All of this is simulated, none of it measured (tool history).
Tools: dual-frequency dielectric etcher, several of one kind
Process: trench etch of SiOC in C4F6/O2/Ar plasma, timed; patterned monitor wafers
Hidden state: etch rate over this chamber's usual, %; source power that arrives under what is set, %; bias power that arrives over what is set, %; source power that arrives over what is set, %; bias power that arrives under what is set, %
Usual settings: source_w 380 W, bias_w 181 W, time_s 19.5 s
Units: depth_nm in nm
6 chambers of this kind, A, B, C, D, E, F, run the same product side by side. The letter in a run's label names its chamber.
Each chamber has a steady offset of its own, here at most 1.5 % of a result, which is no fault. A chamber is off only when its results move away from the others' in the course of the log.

run	hour	source_w	bias_w	time_s	hours since the last wet clean	hours since the last source power generator calibration	hours since the last bias power generator calibration	read-back reference wafer on the same gauge, depth_nm	depth_nm
1D	7.9	380	181	19.5	459.3	2085.1	2894.2	37.403	39.733
2C	17.3	380	181	19.5	529.4	2124.1	3405.3	37.386	39.596
3A	25.9	380	181	19.5	636.9	1811.6	3459.8	37.387	39.942
4F	35.4	380	181	19.5	394.7	736.5	2557.0	37.387	39.849
5B	45.8	380	218	19.5	293.5	1507.5	3162.8	37.373	41.653
6E	50.7	380	218	19.5	272.5	192.6	631.2	37.383	42.116
7A	56.3	380	218	19.5	667.3	1842.0	3490.2	37.370	42.277
8F	65.0	380	218	19.5	424.3	766.1	2586.6	37.365	42.266
9D	71.9	380	218	19.5	523.3	2149.1	2958.2	37.372	42.168
# hour 76.1: chamber A: wet clean of the chamber
10B	78.2	380	218	19.5	325.9	1539.9	3195.2	37.371	41.652
11C	84.0	380	181	19.5	596.1	2190.8	3472.0	37.364	39.618
# hour 88.9: chamber C: wet clean of the chamber
12E	91.4	380	181	19.5	313.2	233.3	671.9	37.363	39.591
13E	101.9	380	181	19.5	323.7	243.8	682.4	37.356	39.559
14F	109.2	380	181	19.5	468.5	810.3	2630.8	37.335	39.740
# hour 110.1: chamber E: wet clean of the chamber
15C	119.5	380	181	19.5	30.7	2226.3	3507.5	37.330	39.498
16D	129.9	380	181	19.5	581.3	2207.1	3016.2	37.340	39.643
17A	139.4	380	181	19.5	63.4	1925.1	3573.3	37.335	39.795
18B	144.3	380	181	19.5	392.0	1606.0	3261.3	37.335	39.143
19F	150.9	380	181	19.5	510.2	852.0	2672.5	37.324	39.734
20B	157.1	380	181	19.5	404.8	1618.8	3274.1	37.328	39.075
21C	163.9	380	181	19.5	75.1	2270.7	3551.9	37.325	39.656
22A	170.0	380	181	19.5	94.0	1955.7	3603.9	37.318	39.793
23E	177.7	380	181	19.5	67.7	319.6	758.2	37.312	39.476
# hour 181.6: chamber D: wet clean of the chamber
24D	185.6	380	181	19.5	4.0	2262.8	3071.9	37.304	39.598
25E	192.1	380	181	19.5	82.1	334.0	772.6	37.303	39.576
26C	202.6	380	181	19.5	113.8	2309.4	3590.6	37.311	39.513
27B	208.3	380	181	19.5	456.0	1670.0	3325.3	37.299	39.068
28A	215.7	380	181	19.5	139.7	2001.4	3649.6	37.302	39.773
# hour 215.9: chamber F: wet clean of the chamber
29F	224.8	380	181	19.5	8.9	925.9	2746.4	37.282	39.661
30D	231.2	380	181	19.5	49.6	2308.4	3117.5	37.291	39.612
31A	237.9	380	181	19.5	161.9	2023.6	3671.8	37.286	39.750
32D	244.6	320	181	19.5	63.0	2321.8	3130.9	37.278	37.078
33B	250.7	320	181	19.5	498.4	1712.4	3367.7	37.279	36.435
34F	259.2	320	181	19.5	43.3	960.3	2780.8	37.274	37.111
35C	266.0	320	181	19.5	177.2	2372.8	3654.0	37.265	36.943
36E	272.9	320	181	19.5	162.9	414.8	853.4	37.266	36.915
37E	280.3	320	181	19.5	170.3	422.2	860.8	37.266	36.970
38C	286.9	380	181	19.5	198.1	2393.7	3674.9	37.261	39.477
39D	297.3	380	181	19.5	115.7	2374.5	3183.6	37.256	39.544
40B	303.5	380	181	19.5	551.2	1765.2	3420.5	37.255	38.973
41F	310.7	380	181	19.5	94.8	1011.8	2832.3	37.249	39.755
42A	319.1	380	181	19.5	243.1	2104.8	3753.0	37.249	39.754

Next, every chamber runs the same settings. What will each give?
43A	326.7	460	181	19.5					?
43B	326.7	460	181	19.5					?
43C	326.7	460	181	19.5					?
43D	326.7	460	181	19.5					?
43E	326.7	460	181	19.5					?
43F	326.7	460	181	19.5					?

run	depth_nm
43A	42.893
43B	41.946
43C	42.510
43D	42.545
43E	42.513
43F	42.711

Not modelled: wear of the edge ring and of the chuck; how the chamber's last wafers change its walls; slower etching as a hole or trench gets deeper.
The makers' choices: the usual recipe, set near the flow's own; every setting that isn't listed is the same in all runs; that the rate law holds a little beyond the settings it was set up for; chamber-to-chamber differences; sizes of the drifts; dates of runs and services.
